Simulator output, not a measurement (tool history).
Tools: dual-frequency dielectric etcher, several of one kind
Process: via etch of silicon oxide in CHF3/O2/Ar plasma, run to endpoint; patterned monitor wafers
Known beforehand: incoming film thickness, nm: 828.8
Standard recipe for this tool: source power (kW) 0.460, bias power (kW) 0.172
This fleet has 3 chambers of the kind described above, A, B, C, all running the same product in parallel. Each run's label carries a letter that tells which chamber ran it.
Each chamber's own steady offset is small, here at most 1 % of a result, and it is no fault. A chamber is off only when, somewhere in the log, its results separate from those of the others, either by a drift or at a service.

{"run": "1A", "hour": 5.7, "source power (kW)": 0.46, "bias power (kW)": 0.172, "endpoint time (s)": 465.28}
{"run": "2B", "hour": 10.6, "source power (kW)": 0.46, "bias power (kW)": 0.172, "endpoint time (s)": 468.22}
{"run": "3C", "hour": 20.3, "source power (kW)": 0.46, "bias power (kW)": 0.172, "endpoint time (s)": 469.99}
{"run": "4B", "hour": 30.2, "source power (kW)": 0.46, "bias power (kW)": 0.172, "endpoint time (s)": 470.27}
{"run": "5C", "hour": 38.2, "source power (kW)": 0.46, "bias power (kW)": 0.172, "endpoint time (s)": 473.89}
{"run": "6A", "hour": 46.1, "source power (kW)": 0.46, "bias power (kW)": 0.172, "endpoint time (s)": 467.4}
{"run": "7B", "hour": 51.4, "source power (kW)": 0.52, "bias power (kW)": 0.191, "endpoint time (s)": 431.78}
{"run": "8C", "hour": 60.5, "source power (kW)": 0.52, "bias power (kW)": 0.191, "endpoint time (s)": 435.32}
{"hour": 64.9, "done": "chamber B: wet clean of the chamber"}
{"run": "9A", "hour": 67.7, "source power (kW)": 0.52, "bias power (kW)": 0.191, "endpoint time (s)": 430.6}
{"run": "10A", "hour": 77.6, "source power (kW)": 0.46, "bias power (kW)": 0.172, "endpoint time (s)": 466.29}
{"run": "11C", "hour": 87.4, "source power (kW)": 0.46, "bias power (kW)": 0.172, "endpoint time (s)": 472.29}
{"run": "12B", "hour": 97.2, "source power (kW)": 0.46, "bias power (kW)": 0.172, "endpoint time (s)": 471.47}
{"run": "13C", "hour": 102.8, "source power (kW)": 0.46, "bias power (kW)": 0.172, "endpoint time (s)": 471.41}
{"run": "14B", "hour": 111.8, "source power (kW)": 0.46, "bias power (kW)": 0.172, "endpoint time (s)": 469.15}
{"run": "15A", "hour": 121.3, "source power (kW)": 0.46, "bias power (kW)": 0.172, "endpoint time (s)": 467.08}
{"run": "16A", "hour": 129.7, "source power (kW)": 0.39, "bias power (kW)": 0.213, "endpoint time (s)": 458.39}
{"run": "17C", "hour": 134.9, "source power (kW)": 0.39, "bias power (kW)": 0.213, "endpoint time (s)": 464.99}
{"run": "18B", "hour": 142.3, "source power (kW)": 0.39, "bias power (kW)": 0.213, "endpoint time (s)": 465.85}
{"run": "19B", "hour": 150.1, "source power (kW)": 0.46, "bias power (kW)": 0.204, "endpoint time (s)": 442.39}
{"run": "20C", "hour": 155.7, "source power (kW)": 0.46, "bias power (kW)": 0.204, "endpoint time (s)": 447.72}
{"run": "21A", "hour": 164.6, "source power (kW)": 0.46, "bias power (kW)": 0.204, "endpoint time (s)": 437.18}
{"run": "22C", "hour": 170.1, "source power (kW)": 0.46, "bias power (kW)": 0.172, "endpoint time (s)": 472.37}
{"run": "23A", "hour": 180.0, "source power (kW)": 0.46, "bias power (kW)": 0.172, "endpoint time (s)": 461.53}
{"run": "24B", "hour": 184.9, "source power (kW)": 0.46, "bias power (kW)": 0.172, "endpoint time (s)": 467.84}
{"run": "25C", "hour": 190.9, "source power (kW)": 0.46, "bias power (kW)": 0.172, "endpoint time (s)": 471.92}
{"run": "26B", "hour": 197.6, "source power (kW)": 0.46, "bias power (kW)": 0.206, "endpoint time (s)": 438.89}
{"run": "27A", "hour": 202.8, "source power (kW)": 0.46, "bias power (kW)": 0.206, "endpoint time (s)": 434.02}
{"run": "28A", "hour": 207.7, "source power (kW)": 0.46, "bias power (kW)": 0.206, "endpoint time (s)": 434.8}
{"run": "29C", "hour": 217.2, "source power (kW)": 0.46, "bias power (kW)": 0.172, "endpoint time (s)": 474.12}
{"run": "30B", "hour": 224.2, "source power (kW)": 0.46, "bias power (kW)": 0.172, "endpoint time (s)": 468.11}
{"run": "31C", "hour": 231.8, "source power (kW)": 0.46, "bias power (kW)": 0.172, "endpoint time (s)": 475.12}
{"hour": 235.3, "done": "chamber C: wet clean of the chamber"}
{"run": "32B", "hour": 238.8, "source power (kW)": 0.46, "bias power (kW)": 0.172, "endpoint time (s)": 469.64}
{"run": "33A", "hour": 246.4, "source power (kW)": 0.46, "bias power (kW)": 0.172, "endpoint time (s)": 459.43}
{"run": "34C", "hour": 251.9, "source power (kW)": 0.52, "bias power (kW)": 0.172, "endpoint time (s)": 450.9}
{"run": "35A", "hour": 258.9, "source power (kW)": 0.52, "bias power (kW)": 0.172, "endpoint time (s)": 439.64}
{"run": "36B", "hour": 266.1, "source power (kW)": 0.52, "bias power (kW)": 0.172, "endpoint time (s)": 449.79}
{"run": "37B", "hour": 270.6, "source power (kW)": 0.46, "bias power (kW)": 0.172, "endpoint time (s)": 469.89}
{"run": "38A", "hour": 278.8, "source power (kW)": 0.46, "bias power (kW)": 0.172, "endpoint time (s)": 459.28}
{"run": "39C", "hour": 284.0, "source power (kW)": 0.46, "bias power (kW)": 0.172, "endpoint time (s)": 472.87}
{"run": "40B", "hour": 290.2, "source power (kW)": 0.46, "bias power (kW)": 0.172, "endpoint time (s)": 467.95}

For the next run the whole fleet of 3 chambers uses the same settings. Give each chamber's results:
{"run": "41A", "hour": 297.5, "source power (kW)": 0.46, "bias power (kW)": 0.133, "endpoint time (s)": "?"}
{"run": "41B", "hour": 297.5, "source power (kW)": 0.46, "bias power (kW)": 0.133, "endpoint time (s)": "?"}
{"run": "41C", "hour": 297.5, "source power (kW)": 0.46, "bias power (kW)": 0.133, "endpoint time (s)": "?"}

run=41A endpoint_time_(s)=498.92
run=41B endpoint_time_(s)=510.89
run=41C endpoint_time_(s)=514.72
